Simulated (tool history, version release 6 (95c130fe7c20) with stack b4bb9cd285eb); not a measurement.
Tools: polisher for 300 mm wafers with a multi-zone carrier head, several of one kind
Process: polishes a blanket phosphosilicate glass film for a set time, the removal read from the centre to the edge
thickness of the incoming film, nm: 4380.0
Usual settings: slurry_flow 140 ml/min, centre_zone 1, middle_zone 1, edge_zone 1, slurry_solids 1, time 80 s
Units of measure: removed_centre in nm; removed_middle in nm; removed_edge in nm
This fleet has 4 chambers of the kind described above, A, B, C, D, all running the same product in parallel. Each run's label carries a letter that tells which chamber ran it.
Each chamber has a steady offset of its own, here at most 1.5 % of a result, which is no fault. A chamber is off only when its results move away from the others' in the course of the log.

run,hour,slurry_flow,centre_zone,middle_zone,edge_zone,slurry_solids,time,removed_centre,removed_middle,removed_edge
# hour 0.1: chamber A: worn pad replaced by a new one
1B,8.1,140,1,1,1,1,80,472.84,482.02,476.93
# hour 11.1: chamber B: worn pad replaced by a new one
2D,13.5,140,1,1,1,1,80,468.67,481.55,479.98
3C,20.8,140,1,1,1,1,80,478.07,475.42,476.7
4A,24.7,140,1,1,1,1,80,484.44,478.79,479.96
5C,30.6,140,1,1,1,1,80,474.51,464.55,472.13
6D,37.3,140,1,1,1,1,80,472.48,478.69,468.38
7B,42.1,140,1,1,1,1,80,477.64,480.57,476.53
8A,46.1,140,1,1,1,1,80,483.42,482.52,486.54
9B,51,140,1,1,1,1,80,476.78,470.69,471.05
10C,55.3,140,1,1,1,1,80,477.08,457.36,485.64
11A,61.4,140,0.92,1,1,0.85,80,408.54,437.66,444.68
12D,69.9,140,0.92,1,1,0.85,80,400.47,439.23,438.64
13A,78.6,140,0.92,1,1,0.85,80,405.88,428,448.16
14C,83.7,140,0.92,1,1,0.85,80,400.74,428.97,438.49
# hour 88.3: chamber D: worn pad replaced by a new one
15B,90.6,140,1,1,1,1,80,472.32,467.29,482.24
16D,99.4,140,1,1,1,1,80,475.8,487.86,472.53
17D,106.7,140,1,1,1,1,80,483.39,478.19,469.18
# hour 109.5: chamber C: worn pad replaced by a new one
18A,112.4,140,1,1,1,1,80,479.78,479.19,468.17
19B,117.7,140,1,1,1,1,80,489.23,481.46,474.68
# hour 118.4: chamber D: slurry nozzle cleaned
20C,123.1,140,1,1,1,1,80,461.42,460.81,475.89
21A,132,140,1,1,1.08,1,80,477.69,474.04,503.66
# hour 132.7: chamber A: worn pad replaced by a new one
# hour 135.5: chamber B: edge zone pressure recalibrated
22D,138.8,140,1,1,1.08,1,80,479.57,483.94,484.06
# hour 140: chamber B: worn pad replaced by a new one
23B,145.6,140,1,1,1.08,1,80,473.69,472.2,502.99
24C,150.8,140,1,1,1.08,1,80,460.86,459.65,497.88
25B,158.1,140,1.04,1,1,1,80,502.35,479.53,477.9
26A,167.3,140,1.04,1,1,1,80,503.39,473.69,480.12
# hour 173.1: chamber B: slurry nozzle cleaned
27C,173.1,140,1.04,1,1,1,80,483.26,460.28,463.17
28D,179.6,140,1.04,1,1,1,80,499.77,475.78,469.85
29D,184.8,140,1,1,1,1,80,469.07,475.59,477.43
# hour 188.1: chamber D: worn pad replaced by a new one
30B,189.2,140,1,1,1,1,80,472.63,478.9,472.87
31C,194.4,140,1.12,1,1,1,80,515.58,448.89,463.34
32A,201.1,140,1.12,1,1,1,80,537.73,469.35,486.01
33B,208.1,140,1.12,1,1,1,80,530.5,467.43,469.06
34C,212.7,140,1.12,1,1,1,80,501.51,442.45,456.29
35D,219.4,140,1,1,1,1,80,484.35,477.6,474.34
36A,227.7,140,1,1,1,1,80,465.68,473.55,481.58
37C,232.4,100,1.11,1,1,1,80,438.13,399.95,432.98
38B,239.1,100,1.11,1,1,1,80,485.28,436.71,447.77
# hour 240.5: chamber C: worn pad replaced by a new one
39A,245.5,100,1.11,1,1,1,80,477.61,448.12,453.19
40D,252,100,1.11,1,1,1,80,480.31,438.78,439.95
41A,258.3,155,1,1,1,0.75,80,428.82,425.83,419.89
42C,263.1,155,1,1,1,0.75,80,402.94,391.69,403.47
43B,267.8,155,1,1,1,0.75,80,425.19,419.64,427.41

All 4 chambers run these settings next. Forecast each chamber's results:
44A,274.4,140,1,1,1,1,80,?,?,?
44B,274.4,140,1,1,1,1,80,?,?,?
44C,274.4,140,1,1,1,1,80,?,?,?
44D,274.4,140,1,1,1,1,80,?,?,?

run,removed_centre,removed_middle,removed_edge
44A,482.75,469.17,478.61
44B,482.65,484.93,478.13
44C,432.51,429.2,448.63
44D,471.15,482.96,474.56
